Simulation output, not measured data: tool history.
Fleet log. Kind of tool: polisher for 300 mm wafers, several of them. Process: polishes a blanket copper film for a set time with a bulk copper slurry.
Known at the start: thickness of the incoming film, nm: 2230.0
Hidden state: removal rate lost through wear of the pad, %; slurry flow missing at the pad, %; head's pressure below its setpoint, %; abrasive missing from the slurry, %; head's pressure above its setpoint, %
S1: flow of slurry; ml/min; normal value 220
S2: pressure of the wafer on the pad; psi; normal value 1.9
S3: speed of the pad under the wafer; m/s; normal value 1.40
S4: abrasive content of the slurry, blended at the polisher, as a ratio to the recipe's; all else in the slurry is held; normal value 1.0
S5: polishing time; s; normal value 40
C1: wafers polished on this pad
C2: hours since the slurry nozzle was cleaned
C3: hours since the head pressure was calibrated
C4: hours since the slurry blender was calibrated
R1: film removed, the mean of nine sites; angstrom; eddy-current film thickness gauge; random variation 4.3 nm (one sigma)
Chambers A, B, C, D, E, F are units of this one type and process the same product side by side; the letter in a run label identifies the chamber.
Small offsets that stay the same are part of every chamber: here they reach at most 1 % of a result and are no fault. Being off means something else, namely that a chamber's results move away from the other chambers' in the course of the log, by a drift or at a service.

run,hour,S1,S2,S3,S4,S5,C1,C2,C3,C4,R1
# hour 1.6: chamber F: head pressure recalibrated
# hour 4.3: chamber E: worn pad replaced by a new one
# hour 5.4: chamber C: worn pad replaced by a new one
# hour 7.9: chamber D: worn pad replaced by a new one
1B,8.6,220,1.9,1.40,1.0,40,777,385.6,265.0,316.9,4100.2
2D,19.1,220,1.9,1.40,1.0,40,112,167.5,63.9,300.4,4152.1
# hour 25.5: chamber F: slurry blender recalibrated
3C,29.0,220,1.9,1.40,1.0,40,236,719.5,266.2,176.5,4049.7
4F,39.2,220,1.9,1.40,1.0,40,683,253.2,37.6,13.8,4004.2
# hour 43.4: chamber A: worn pad replaced by a new one
5A,47.8,220,1.9,1.40,1.0,40,44,216.9,1229.3,313.7,4092.6
# hour 49.8: chamber B: worn pad replaced by a new one
# hour 50.2: chamber F: slurry nozzle cleaned
6E,57.8,220,1.9,1.82,1.0,40,534,90.5,238.3,84.5,5237.2
# hour 57.9: chamber F: worn pad replaced by a new one
# hour 63.9: chamber D: worn pad replaced by a new one
7F,69.0,220,1.9,1.82,1.0,40,111,18.9,67.4,43.6,5360.8
# hour 74.5: chamber C: slurry nozzle cleaned
8B,80.4,220,1.9,1.82,1.0,40,306,457.4,336.8,388.7,5157.2
# hour 81.7: chamber E: worn pad replaced by a new one
9E,92.1,220,1.9,1.82,1.0,40,104,124.8,272.6,118.8,5254.2
# hour 99.0: chamber A: slurry nozzle cleaned
10A,103.4,220,1.9,1.82,1.0,40,599,4.5,1284.9,369.3,5357.0
11C,109.8,220,1.9,1.82,1.0,40,1043,35.4,347.0,257.3,5238.4
# hour 110.2: chamber C: worn pad replaced by a new one
# hour 115.9: chamber B: slurry blender recalibrated
12D,116.2,220,1.9,1.40,1.0,40,522,264.6,161.0,397.5,4150.9
13D,123.6,220,1.9,1.40,1.0,40,596,272.0,168.4,404.9,4107.5
14C,130.3,220,1.9,1.40,1.0,40,201,55.9,367.5,277.8,4058.3
# hour 132.0: chamber F: worn pad replaced by a new one
# hour 133.0: chamber D: slurry nozzle cleaned
# hour 136.9: chamber A: slurry blender recalibrated
# hour 138.6: chamber D: worn pad replaced by a new one
15E,142.2,220,1.9,1.40,1.0,40,604,174.9,322.7,168.9,4031.6
# hour 152.2: chamber A: worn pad replaced by a new one
16B,152.8,220,1.9,1.40,1.0,40,1029,529.8,409.2,36.9,4097.0
# hour 153.3: chamber D: slurry blender recalibrated
# hour 160.0: chamber A: head pressure recalibrated
17A,160.1,220,1.9,1.40,1.0,40,79,61.2,0.2,23.3,3672.1
# hour 161.0: chamber E: worn pad replaced by a new one
18F,172.1,220,1.9,1.40,1.0,40,401,122.0,170.5,146.7,4076.4
19F,180.0,220,1.9,1.40,1.0,40,480,129.9,178.4,154.6,4095.9
# hour 188.0: chamber B: worn pad replaced by a new one
20C,190.0,220,1.9,1.40,1.0,40,798,115.6,427.2,337.5,4100.2
# hour 194.9: chamber B: slurry nozzle cleaned
21D,200.6,170,1.9,1.40,1.3,40,619,67.6,245.4,47.3,4214.6
22A,206.0,170,1.9,1.40,1.3,40,537,107.1,46.1,69.2,3790.7
# hour 209.4: chamber C: worn pad replaced by a new one
# hour 213.5: chamber D: worn pad replaced by a new one
23B,214.3,170,1.9,1.40,1.3,40,262,19.5,470.7,98.4,4177.0
# hour 214.8: chamber F: worn pad replaced by a new one
24E,220.5,170,1.9,1.40,1.3,40,594,253.2,401.0,247.2,4168.4
25A,230.0,170,1.9,1.40,1.3,40,777,131.1,70.1,93.2,3752.2
26C,236.7,170,1.9,1.40,1.3,40,272,162.3,473.9,384.2,4130.3
27E,245.0,250,1.9,0.98,1.0,40,839,277.7,425.5,271.7,2864.8
# hour 249.3: chamber E: worn pad replaced by a new one
28B,251.4,250,1.9,0.98,1.0,40,633,56.6,507.8,135.5,2848.1
29F,259.1,250,1.9,0.98,1.0,40,442,209.0,257.5,233.7,2839.0
# hour 259.7: chamber A: worn pad replaced by a new one
# hour 266.4: chamber E: slurry nozzle cleaned
30D,270.9,250,1.9,0.98,1.0,40,573,137.9,315.7,117.6,2913.4
# hour 271.6: chamber D: worn pad replaced by a new one
31C,278.4,250,1.9,0.98,1.0,40,689,204.0,515.6,425.9,2815.3
32B,290.0,250,1.9,0.98,1.0,40,1019,95.2,546.4,174.1,2893.5
# hour 294.5: chamber F: worn pad replaced by a new one
33A,295.9,220,1.9,1.40,1.0,28,361,197.0,136.0,159.1,2544.9
34E,306.6,220,1.9,1.40,1.0,28,573,40.3,487.1,333.3,2826.2
35F,312.0,220,1.9,1.40,1.0,28,174,261.9,310.4,286.6,2846.5
36D,319.3,220,1.9,1.40,1.0,28,476,186.3,364.1,166.0,2910.6
37E,328.0,220,1.9,1.40,1.0,28,786,61.7,508.5,354.7,2785.5

Decide between three cases: one chamber stands off from its peers, the gauge reading all wafers drifts, or nothing is wrong past each chamber's small offset. Where a chamber is off, say which and what most likely put it there.

A service left chamber A off against the others.
What lies behind it: head's pressure below its setpoint, % = 9.47.

Chamber A could run next with any of the 4 candidate recipes listed below; each alters the usual settings, and their results appear as question marks. Which one brings its results back in line with what the other chambers deliver on the usual settings?
In-line tolerance around the mean of the other chambers on the usual settings: R1 150.0 angstrom
38A-1,336.6,220,2.0,1.44,1.00,41,,,,,?
38A-2,336.6,180,1.9,1.40,0.75,40,,,,,?
38A-3,336.6,220,1.9,1.42,1.00,40,,,,,?
38A-4,336.6,220,1.9,1.38,1.00,40,,,,,?

Mean of the other chambers on the usual settings: R1 4056.6 angstrom
run,R1
38A-1,4142.5
38A-2,3417.7
38A-3,3783.7
38A-4,3676.1
38A-1 puts the chamber back in line with the other chambers.
